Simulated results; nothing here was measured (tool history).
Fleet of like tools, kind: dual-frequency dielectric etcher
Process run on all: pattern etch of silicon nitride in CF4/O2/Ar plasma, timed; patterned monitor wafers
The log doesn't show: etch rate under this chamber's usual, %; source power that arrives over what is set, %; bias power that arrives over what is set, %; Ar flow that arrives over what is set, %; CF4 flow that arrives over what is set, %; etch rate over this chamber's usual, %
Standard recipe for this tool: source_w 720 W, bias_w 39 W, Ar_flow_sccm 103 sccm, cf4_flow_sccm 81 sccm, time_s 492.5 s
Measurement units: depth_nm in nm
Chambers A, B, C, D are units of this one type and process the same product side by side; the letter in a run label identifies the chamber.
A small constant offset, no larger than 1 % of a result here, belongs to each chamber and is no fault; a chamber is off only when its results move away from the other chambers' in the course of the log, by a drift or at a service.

| run | hour | source_w | bias_w | Ar_flow_sccm | cf4_flow_sccm | time_s | hours since the last wet clean | hours since the last source power generator calibration | hours since the last bias power generator calibration | hours since the last Ar flow controller change | hours since the last CF4 flow controller change | read-back reference wafer on the same gauge, depth_nm | depth_nm |
|---|---|---|---|---|---|---|---|---|---|---|---|---|---|
| 1C | 3.6 | 720 | 39 | 103 | 81 | 492.5 | 241.9 | 1068.2 | 4350.7 | 2779.8 | 4534.4 | 1159.3 | 1136.8 |
| 2D | 10.3 | 720 | 39 | 103 | 81 | 492.5 | 45.5 | 3603.1 | 977.2 | 2271.4 | 1534.2 | 1159.6 | 1142.2 |
| 3B | 14.7 | 720 | 39 | 103 | 81 | 492.5 | 186.7 | 666.4 | 581.6 | 3792.9 | 2685.5 | 1159.8 | 1132.7 |
| 4A | 19.1 | 720 | 39 | 103 | 81 | 492.5 | 280.1 | 440.8 | 1686.0 | 2707.5 | 1128.6 | 1160.0 | 1130.8 |
| 5D | 24.1 | 720 | 39 | 103 | 81 | 492.5 | 59.3 | 3616.9 | 991.0 | 2285.2 | 1548.0 | 1160.5 | 1138.3 |
|  | 30.2 | chamber C: Ar flow controller replaced |
| 6C | 31.8 | 720 | 39 | 103 | 81 | 492.5 | 270.1 | 1096.4 | 4378.9 | 1.7 | 4562.6 | 1160.4 | 1146.1 |
| 7A | 35.3 | 720 | 39 | 103 | 81 | 492.5 | 296.3 | 457.0 | 1702.2 | 2723.7 | 1144.8 | 1160.2 | 1134.6 |
| 8B | 41.9 | 720 | 39 | 103 | 81 | 492.5 | 213.9 | 693.6 | 608.8 | 3820.1 | 2712.7 | 1160.5 | 1129.4 |
| 9D | 47.0 | 720 | 39 | 103 | 81 | 492.5 | 82.2 | 3639.8 | 1013.9 | 2308.1 | 1570.9 | 1160.3 | 1139.2 |
| 10C | 54.5 | 720 | 39 | 103 | 81 | 492.5 | 292.8 | 1119.1 | 4401.6 | 24.4 | 4585.3 | 1160.0 | 1140.7 |
| 11B | 60.9 | 720 | 39 | 103 | 81 | 492.5 | 232.9 | 712.6 | 627.8 | 3839.1 | 2731.7 | 1160.9 | 1131.8 |
| 12A | 66.7 | 720 | 39 | 103 | 81 | 492.5 | 327.7 | 488.4 | 1733.6 | 2755.1 | 1176.2 | 1160.3 | 1126.3 |
| 13C | 73.3 | 720 | 39 | 103 | 81 | 492.5 | 311.6 | 1137.9 | 4420.4 | 43.2 | 4604.1 | 1160.2 | 1141.6 |
| 14B | 79.1 | 720 | 39 | 103 | 81 | 492.5 | 251.1 | 730.8 | 646.0 | 3857.3 | 2749.9 | 1160.4 | 1129.5 |
| 15A | 86.2 | 870 | 39 | 115 | 81 | 492.5 | 347.2 | 507.9 | 1753.1 | 2774.6 | 1195.7 | 1160.1 | 1309.0 |
| 16D | 93.2 | 870 | 39 | 115 | 81 | 492.5 | 128.4 | 3686.0 | 1060.1 | 2354.3 | 1617.1 | 1159.8 | 1320.2 |
| 17C | 99.0 | 870 | 39 | 115 | 81 | 492.5 | 337.3 | 1163.6 | 4446.1 | 68.9 | 4629.8 | 1159.8 | 1318.7 |
| 18A | 105.3 | 870 | 39 | 115 | 81 | 492.5 | 366.3 | 527.0 | 1772.2 | 2793.7 | 1214.8 | 1160.6 | 1305.8 |
| 19D | 110.5 | 720 | 39 | 103 | 81 | 492.5 | 145.7 | 3703.3 | 1077.4 | 2371.6 | 1634.4 | 1159.9 | 1138.1 |
| 20B | 115.0 | 720 | 39 | 103 | 81 | 492.5 | 287.0 | 766.7 | 681.9 | 3893.2 | 2785.8 | 1159.5 | 1129.5 |
| 21C | 118.5 | 720 | 39 | 103 | 81 | 492.5 | 356.8 | 1183.1 | 4465.6 | 88.4 | 4649.3 | 1160.1 | 1141.5 |
| 22D | 126.2 | 720 | 39 | 103 | 81 | 492.5 | 161.4 | 3719.0 | 1093.1 | 2387.3 | 1650.1 | 1159.6 | 1138.1 |
| 23A | 132.0 | 720 | 39 | 103 | 81 | 492.5 | 393.0 | 553.7 | 1798.9 | 2820.4 | 1241.5 | 1160.3 | 1121.9 |
| 24B | 139.6 | 720 | 39 | 103 | 81 | 492.5 | 311.6 | 791.3 | 706.5 | 3917.8 | 2810.4 | 1160.9 | 1134.5 |
|  | 143.7 | chamber A: bias power generator calibrated |
| 25A | 146.3 | 720 | 39 | 103 | 81 | 492.5 | 407.3 | 568.0 | 2.7 | 2834.7 | 1255.8 | 1160.2 | 1115.9 |

What goes on in this fleet: one chamber off, a drifting gauge, or nothing beyond the chambers' own small offsets? Name the chamber and the cause, if any.

It is chamber A that slowly wanders off from its peers.
Cause: etch rate under this chamber's usual, % = 1.22.
From this log alone, it may not be told apart from: source power that arrives under what is set, %; Ar flow that arrives over what is set, %; CF4 flow that arrives under what is set, %.

Chamber A could run next with any of the 4 candidate recipes listed below; each alters the usual settings, and their results appear as question marks. Which one brings its results back in line with what the other chambers deliver on the usual settings?
In line means no further than this from the other chambers' mean on the usual settings: depth_nm 9.1 nm
| 26A-1 | 152.1 | 720 | 37 | 103 | 81 | 492.5 |  |  |  |  |  |  | ? |
| 26A-2 | 152.1 | 720 | 39 | 124 | 81 | 492.5 |  |  |  |  |  |  | ? |
| 26A-3 | 152.1 | 730 | 39 | 103 | 81 | 502.0 |  |  |  |  |  |  | ? |
| 26A-4 | 152.1 | 720 | 39 | 103 | 81 | 501.0 |  |  |  |  |  |  | ? |

The mean the other chambers reach with the usual settings: depth_nm 1136.8 nm
| run | depth_nm |
|---|---|
| 26A-1 | 1098.2 |
| 26A-2 | 1085.9 |
| 26A-3 | 1154.2 |
| 26A-4 | 1137.9 |
With 26A-4, the chamber falls back in line with the rest.

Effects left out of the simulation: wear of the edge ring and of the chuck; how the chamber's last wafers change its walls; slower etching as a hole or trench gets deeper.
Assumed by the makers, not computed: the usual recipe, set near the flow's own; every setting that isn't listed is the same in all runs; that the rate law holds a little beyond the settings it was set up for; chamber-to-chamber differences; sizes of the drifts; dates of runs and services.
